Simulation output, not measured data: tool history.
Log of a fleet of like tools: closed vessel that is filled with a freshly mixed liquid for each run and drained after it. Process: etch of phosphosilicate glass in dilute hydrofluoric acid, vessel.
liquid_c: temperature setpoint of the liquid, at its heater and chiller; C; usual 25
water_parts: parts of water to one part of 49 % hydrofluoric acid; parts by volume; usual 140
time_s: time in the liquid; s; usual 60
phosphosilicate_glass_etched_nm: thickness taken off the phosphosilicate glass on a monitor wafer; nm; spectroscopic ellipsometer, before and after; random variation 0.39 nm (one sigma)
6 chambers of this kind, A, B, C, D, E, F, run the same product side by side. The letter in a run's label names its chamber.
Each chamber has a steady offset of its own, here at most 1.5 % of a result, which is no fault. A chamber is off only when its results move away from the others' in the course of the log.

run	day	liquid_c	water_parts	time_s	hours since the thermometer was replaced	hours since the hydrofluoric acid flow meter was replaced	read-back film thickness of the phosphosilicate glass reference wafer, read on the same gauge (nm)	phosphosilicate_glass_etched_nm
1B	0.542	25	140	60	372.4	380	29.985	48.897
2D	0.933	25	140	60	597.6	692.7	30.05	48.796
3E	1.271	25	140	60	914.3	517.4	29.988	48.809
4C	1.8	25	140	60	1604.5	1541.3	29.987	49.161
5A	2.225	25	140	60	1150.9	156.9	30.014	48.51
6F	2.625	29	140	60	333.3	120.2	29.999	57.149
7F	2.971	29	140	60	341.6	128.5	29.995	58.527
# day 3.2: chamber C: hydrofluoric acid flow meter replaced
8D	3.479	29	140	60	658.7	753.8	30.017	57.304
9C	4.058	29	140	60	1658.7	20.6	29.975	56.916
10A	4.588	29	140	60	1207.6	213.6	29.991	57.253
11E	5.067	29	140	60	1005.4	608.5	30.015	56.364
12B	5.583	25	140	60	493.4	501	30.04	48.705
13A	5.921	25	140	60	1239.6	245.6	29.959	49.144
14E	6.333	25	95	60	1035.8	638.9	29.929	75.507
15D	6.871	25	95	60	740.1	835.2	30.014	75.238
16C	7.462	25	95	60	1740.4	102.3	29.98	76.88
17B	7.971	25	95	60	550.7	558.3	30.004	77.568
18F	8.333	25	95	60	470.3	257.2	29.986	75.138
19F	8.758	25	95	60	480.5	267.4	30.013	76.628
20C	9.15	25	140	60	1780.9	142.8	29.962	49.505
21E	9.679	25	140	60	1116.1	719.2	30.013	48.857
# day 10.096: chamber B: thermometer replaced
22D	10.158	25	140	60	819	914.1	30.015	49.822
# day 10.175: chamber B: hydrofluoric acid flow meter replaced
23A	10.683	25	140	60	1353.9	359.9	30.019	49.08
24B	10.975	25	140	60	21.1	19.2	29.979	48.718
25A	11.55	25	140	60	1374.7	380.7	29.986	49.301
26C	12.025	21	140	60	1849.9	211.8	30.022	42.197
27E	12.621	21	140	60	1186.7	789.8	30.007	41.669
# day 12.812: chamber C: thermometer replaced
28F	13.042	21	140	60	583.3	370.2	30.023	42.36
29D	13.612	21	140	60	901.9	997	30.022	43.795
30B	13.992	21	140	60	93.5	91.6	30.041	41.851
31C	14.529	21	140	60	41.2	271.9	30.006	41.546
32B	14.879	25	140	60	114.8	112.9	29.985	49.048
33E	15.208	25	140	30	1248.8	851.9	30.004	24.29
34F	15.779	25	140	30	649	435.9	30.019	24.966
35A	16.188	25	140	30	1486	492	29.977	24.712
36D	16.654	25	140	30	974.9	1070	29.959	25.969
37E	17.258	25	140	30	1298	901.1	29.991	24.12
38C	17.612	25	140	30	115.2	345.9	29.984	24.449
39B	18.233	25	140	60	195.3	193.4	29.968	49.076
40D	18.638	25	140	60	1022.5	1117.6	30.002	52.216
41A	19.196	25	140	60	1558.2	564.2	29.983	49.647
42F	19.667	25	140	60	742.3	529.2	30.017	49.17
43E	20.025	28	110	60	1364.4	967.5	29.975	72.545
44C	20.329	28	110	60	180.4	411.1	29.99	73.598

What goes on in this fleet: one chamber off, a drifting gauge, or nothing beyond the chambers' own small offsets? Name the chamber and the cause, if any.

Chamber D drifts away from the others.
Cause: hydrofluoric acid flow above the setpoint (%) = 8.41.
The log may not tell that from: liquid hotter than its thermometer reads (K).

Here are 4 candidates for chamber D's next run, each the usual settings with a change, their results left as question marks. Which one brings its results back in line with what the others give on the usual settings?
In line means no further than this from the other chambers' mean on the usual settings: phosphosilicate_glass_etched_nm 1.4 nm
45D-1	20.775	25	145	60				?
45D-2	20.775	25	140	55				?
45D-3	20.775	25	135	60				?
45D-4	20.775	25	130	60				?

The other chambers' mean on the usual settings: phosphosilicate_glass_etched_nm 49.15 nm
run	phosphosilicate_glass_etched_nm
45D-1	51.423
45D-2	49.083
45D-3	55.827
45D-4	58.288
45D-2 brings the chamber back in line.
